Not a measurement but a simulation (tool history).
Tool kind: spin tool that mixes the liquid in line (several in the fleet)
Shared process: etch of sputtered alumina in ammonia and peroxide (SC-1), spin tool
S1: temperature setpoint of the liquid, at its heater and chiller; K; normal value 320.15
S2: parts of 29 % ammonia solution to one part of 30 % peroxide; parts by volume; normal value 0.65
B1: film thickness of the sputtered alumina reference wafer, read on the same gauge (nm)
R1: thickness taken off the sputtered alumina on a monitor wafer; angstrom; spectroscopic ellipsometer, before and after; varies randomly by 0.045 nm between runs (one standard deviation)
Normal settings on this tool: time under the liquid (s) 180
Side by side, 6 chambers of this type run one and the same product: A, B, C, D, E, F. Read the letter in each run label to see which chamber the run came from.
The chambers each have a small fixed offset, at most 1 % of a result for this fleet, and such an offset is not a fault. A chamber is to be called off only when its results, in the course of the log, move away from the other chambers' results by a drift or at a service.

-- hour=4.2 chamber A: new drum of ammonia solution connected
-- hour=5.4 chamber F: ammonia flow meter replaced
run 1F hour=8.8 | S1=320.15 S2=0.65 time_under_the_liquid_(s)=180 | B1=109.99 | R1=98.953
-- hour=9.7 chamber D: ammonia flow meter replaced
run 2D hour=16.6 | S1=320.15 S2=0.65 time_under_the_liquid_(s)=180 | B1=110 | R1=100.13
run 3E hour=30.6 | S1=320.15 S2=0.65 time_under_the_liquid_(s)=180 | B1=110 | R1=99.492
run 4C hour=42.1 | S1=320.15 S2=0.65 time_under_the_liquid_(s)=180 | B1=110.02 | R1=98.856
run 5A hour=48.5 | S1=320.15 S2=0.65 time_under_the_liquid_(s)=180 | B1=110.01 | R1=100.01
run 6B hour=59.3 | S1=320.15 S2=0.65 time_under_the_liquid_(s)=180 | B1=110.01 | R1=99.276
run 7E hour=73.9 | S1=320.15 S2=0.65 time_under_the_liquid_(s)=180 | B1=109.99 | R1=99.151
run 8F hour=84.2 | S1=320.15 S2=0.65 time_under_the_liquid_(s)=180 | B1=109.98 | R1=98.866
run 9D hour=96 | S1=320.15 S2=0.65 time_under_the_liquid_(s)=180 | B1=110 | R1=99.248
run 10A hour=110.8 | S1=320.15 S2=0.65 time_under_the_liquid_(s)=180 | B1=110.01 | R1=99.668
run 11B hour=119.1 | S1=320.15 S2=0.65 time_under_the_liquid_(s)=180 | B1=109.99 | R1=99.272
run 12C hour=129.3 | S1=320.15 S2=0.65 time_under_the_liquid_(s)=180 | B1=110 | R1=100.57
run 13C hour=143.9 | S1=320.15 S2=0.65 time_under_the_liquid_(s)=180 | B1=110.01 | R1=99.76
run 14D hour=155.6 | S1=320.15 S2=0.65 time_under_the_liquid_(s)=180 | B1=110.02 | R1=99.932
run 15A hour=168.9 | S1=320.15 S2=0.65 time_under_the_liquid_(s)=180 | B1=110 | R1=100.25
-- hour=174 chamber B: thermometer replaced
run 16F hour=176.2 | S1=320.15 S2=0.65 time_under_the_liquid_(s)=180 | B1=110 | R1=100.14
run 17B hour=185.1 | S1=316.65 S2=0.9 time_under_the_liquid_(s)=180 | B1=110 | R1=83.824
run 18E hour=194.1 | S1=316.65 S2=0.9 time_under_the_liquid_(s)=180 | B1=110 | R1=83.993
run 19D hour=207.8 | S1=316.65 S2=0.9 time_under_the_liquid_(s)=180 | B1=110.01 | R1=84.427
-- hour=210.2 chamber B: ammonia flow meter replaced
run 20E hour=217.5 | S1=316.65 S2=0.9 time_under_the_liquid_(s)=180 | B1=110.02 | R1=84.289
-- hour=224.1 chamber E: new drum of ammonia solution connected
run 21F hour=230.5 | S1=316.65 S2=0.9 time_under_the_liquid_(s)=180 | B1=110 | R1=83.646
run 22A hour=238 | S1=316.65 S2=0.9 time_under_the_liquid_(s)=180 | B1=110 | R1=84.302
run 23C hour=248.9 | S1=320.15 S2=0.65 time_under_the_liquid_(s)=140 | B1=110 | R1=77.769
-- hour=263.1 chamber D: new drum of ammonia solution connected
run 24B hour=263.9 | S1=320.15 S2=0.65 time_under_the_liquid_(s)=140 | B1=110.01 | R1=76.666
run 25C hour=272.7 | S1=320.15 S2=0.65 time_under_the_liquid_(s)=140 | B1=110 | R1=77.226
run 26D hour=281.7 | S1=320.15 S2=0.65 time_under_the_liquid_(s)=140 | B1=110 | R1=79.558
run 27B hour=288.5 | S1=320.15 S2=0.65 time_under_the_liquid_(s)=140 | B1=109.99 | R1=76.43
-- hour=300.1 chamber A: ammonia flow meter replaced
run 28E hour=300.7 | S1=320.15 S2=0.65 time_under_the_liquid_(s)=140 | B1=109.97 | R1=77.357
run 29A hour=308.7 | S1=320.15 S2=0.75 time_under_the_liquid_(s)=180 | B1=110 | R1=100.97
run 30F hour=317.1 | S1=320.15 S2=0.75 time_under_the_liquid_(s)=180 | B1=110 | R1=99.825
-- hour=328.4 chamber B: new drum of ammonia solution connected
run 31A hour=331.3 | S1=320.15 S2=0.75 time_under_the_liquid_(s)=180 | B1=109.99 | R1=100.74
-- hour=336.9 chamber A: heated supply line repaired
run 32C hour=340.7 | S1=320.15 S2=0.75 time_under_the_liquid_(s)=180 | B1=110 | R1=100.84
run 33E hour=352.9 | S1=320.15 S2=0.75 time_under_the_liquid_(s)=180 | B1=109.98 | R1=101.42
run 34B hour=364.7 | S1=320.15 S2=0.75 time_under_the_liquid_(s)=180 | B1=110 | R1=99.869
run 35F hour=376.8 | S1=320.15 S2=0.65 time_under_the_liquid_(s)=180 | B1=110 | R1=98.566
run 36D hour=384.8 | S1=320.15 S2=0.65 time_under_the_liquid_(s)=180 | B1=110 | R1=103.91
run 37A hour=393.4 | S1=320.15 S2=0.65 time_under_the_liquid_(s)=180 | B1=110.01 | R1=98.835
run 38D hour=403.6 | S1=320.15 S2=0.65 time_under_the_liquid_(s)=180 | B1=110.01 | R1=104.56
run 39B hour=414.8 | S1=320.15 S2=0.65 time_under_the_liquid_(s)=180 | B1=109.99 | R1=98.604

What goes on in this fleet: one chamber off, a drifting gauge, or nothing beyond the chambers' own small offsets? Name the chamber and the cause, if any.

Little by little, chamber D moves away from the other chambers.
Most likely cause: liquid hotter than its thermometer reads (K) = 0.979.

Below are 4 candidate recipes for chamber D's next run, each the usual settings with a change, their results shown as question marks. Which of them brings D's results back in line with what the other chambers give on the usual settings?
Maximum distance from the other chambers' mean on the usual settings for a result to count as in line: R1 1.6 angstrom
run 40D-1 hour=425.6 | S1=320.15 S2=0.65 time_under_the_liquid_(s)=175 | R1=?
run 40D-2 hour=425.6 | S1=320.15 S2=0.65 time_under_the_liquid_(s)=185 | R1=?
run 40D-3 hour=425.6 | S1=319.65 S2=0.65 time_under_the_liquid_(s)=175 | R1=?
run 40D-4 hour=425.6 | S1=320.15 S2=0.65 time_under_the_liquid_(s)=190 | R1=?

The mean the other chambers reach with the usual settings: R1 99.444 angstrom
run=40D-1 R1=102.46
run=40D-2 R1=108.32
run=40D-3 R1=99.637
run=40D-4 R1=111.24
40D-3 is the one that brings the chamber's results back in line with the other chambers.
